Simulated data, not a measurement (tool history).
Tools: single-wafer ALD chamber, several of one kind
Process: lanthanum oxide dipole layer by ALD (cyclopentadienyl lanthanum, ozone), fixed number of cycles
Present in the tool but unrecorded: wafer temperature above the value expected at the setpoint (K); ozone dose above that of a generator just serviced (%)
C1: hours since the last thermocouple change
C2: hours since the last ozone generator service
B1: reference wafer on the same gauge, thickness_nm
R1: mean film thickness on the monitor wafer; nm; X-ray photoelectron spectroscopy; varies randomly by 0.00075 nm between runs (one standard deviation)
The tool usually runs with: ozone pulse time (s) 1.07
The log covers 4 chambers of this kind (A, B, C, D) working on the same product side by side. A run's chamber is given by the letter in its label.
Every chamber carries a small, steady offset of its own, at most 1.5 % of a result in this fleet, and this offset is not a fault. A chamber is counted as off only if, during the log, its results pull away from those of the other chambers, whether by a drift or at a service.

Run 1A, hour 5.3: usual settings; C1 1063.1; C2 495.3; B1 0.44210. Result: R1 0.51098 nm.
Run 2C, hour 13.4: usual settings; C1 138.0; C2 1197.8; B1 0.44223. Result: R1 0.50822 nm.
Run 3D, hour 19.8: usual settings; C1 605.2; C2 238.4; B1 0.44228. Result: R1 0.50406 nm.
Run 4B, hour 29.8: usual settings; C1 1622.6; C2 477.1; B1 0.44231. Result: R1 0.51211 nm.
Run 5B, hour 34.3: usual settings; C1 1627.1; C2 481.6; B1 0.44254. Result: R1 0.51304 nm.
Run 6A, hour 42.1: usual settings; C1 1099.9; C2 532.1; B1 0.44240. Result: R1 0.51009 nm.
Run 7D, hour 48.7: usual settings; C1 634.1; C2 267.3; B1 0.44243. Result: R1 0.50441 nm.
Run 8C, hour 57.2: usual settings; C1 181.8; C2 1241.6; B1 0.44274. Result: R1 0.50885 nm.
Run 9A, hour 66.9: usual settings; C1 1124.7; C2 556.9; B1 0.44288. Result: R1 0.51025 nm.
Run 10D, hour 74.0: usual settings but ozone pulse time (s) 0.75; C1 659.4; C2 292.6; B1 0.44297. Result: R1 0.44292 nm.
Run 11C, hour 79.4: usual settings but ozone pulse time (s) 0.75; C1 204.0; C2 1263.8; B1 0.44287. Result: R1 0.45123 nm.
Run 12B, hour 86.2: usual settings but ozone pulse time (s) 0.75; C1 1679.0; C2 533.5; B1 0.44300. Result: R1 0.45166 nm.
Run 13B, hour 95.7: usual settings but ozone pulse time (s) 0.75; C1 1688.5; C2 543.0; B1 0.44300. Result: R1 0.45130 nm.
Run 14D, hour 105.1: usual settings; C1 690.5; C2 323.7; B1 0.44317. Result: R1 0.50430 nm.
Run 15A, hour 112.1: usual settings but ozone pulse time (s) 1.30; C1 1169.9; C2 602.1; B1 0.44335. Result: R1 0.53647 nm.
Run 16C, hour 120.9: usual settings but ozone pulse time (s) 1.30; C1 245.5; C2 1305.3; B1 0.44338. Result: R1 0.53484 nm.
Run 17B, hour 126.9: usual settings but ozone pulse time (s) 1.30; C1 1719.7; C2 574.2; B1 0.44338. Result: R1 0.53842 nm.
At hour 132.0: chamber B: ozone generator serviced.
Run 18C, hour 132.8: usual settings but ozone pulse time (s) 1.30; C1 257.4; C2 1317.2; B1 0.44358. Result: R1 0.53303 nm.
Run 19A, hour 140.3: usual settings; C1 1198.1; C2 630.3; B1 0.44352. Result: R1 0.51081 nm.
Run 20D, hour 149.3: usual settings; C1 734.7; C2 367.9; B1 0.44371. Result: R1 0.50329 nm.
Run 21C, hour 153.7: usual settings; C1 278.3; C2 1338.1; B1 0.44363. Result: R1 0.51069 nm.
Run 22B, hour 161.4: usual settings but ozone pulse time (s) 0.79; C1 1754.2; C2 29.4; B1 0.44366. Result: R1 0.46282 nm.
Run 23A, hour 167.2: usual settings but ozone pulse time (s) 0.79; C1 1225.0; C2 657.2; B1 0.44376. Result: R1 0.45839 nm.
Run 24D, hour 176.6: usual settings but ozone pulse time (s) 0.79; C1 762.0; C2 395.2; B1 0.44403. Result: R1 0.45251 nm.
Run 25B, hour 185.6: usual settings but ozone pulse time (s) 0.79; C1 1778.4; C2 53.6; B1 0.44403. Result: R1 0.46367 nm.
Run 26A, hour 193.1: usual settings; C1 1250.9; C2 683.1; B1 0.44408. Result: R1 0.51311 nm.
Run 27C, hour 198.7: usual settings; C1 323.3; C2 1383.1; B1 0.44432. Result: R1 0.51031 nm.
Run 28D, hour 208.6: usual settings but ozone pulse time (s) 0.80; C1 794.0; C2 427.2; B1 0.44429. Result: R1 0.45638 nm.
Run 29D, hour 215.2: usual settings but ozone pulse time (s) 0.80; C1 800.6; C2 433.8; B1 0.44436. Result: R1 0.45607 nm.
Run 30A, hour 223.5: usual settings but ozone pulse time (s) 0.80; C1 1281.3; C2 713.5; B1 0.44449. Result: R1 0.46367 nm.
Run 31B, hour 229.7: usual settings but ozone pulse time (s) 0.80; C1 1822.5; C2 97.7; B1 0.44454. Result: R1 0.46635 nm.
Run 32C, hour 239.1: usual settings; C1 363.7; C2 1423.5; B1 0.44449. Result: R1 0.51159 nm.

Has any chamber moved away from the others, gradually or after a service, or does the common gauge drift, or do the chambers differ only by their own small steady offsets? State the chamber and the most likely cause if one applies.

Every chamber seems to shift together because the gauge that measures them all drifts; the chambers themselves are fine.
Cause: gauge reads high (%) = 0.608.
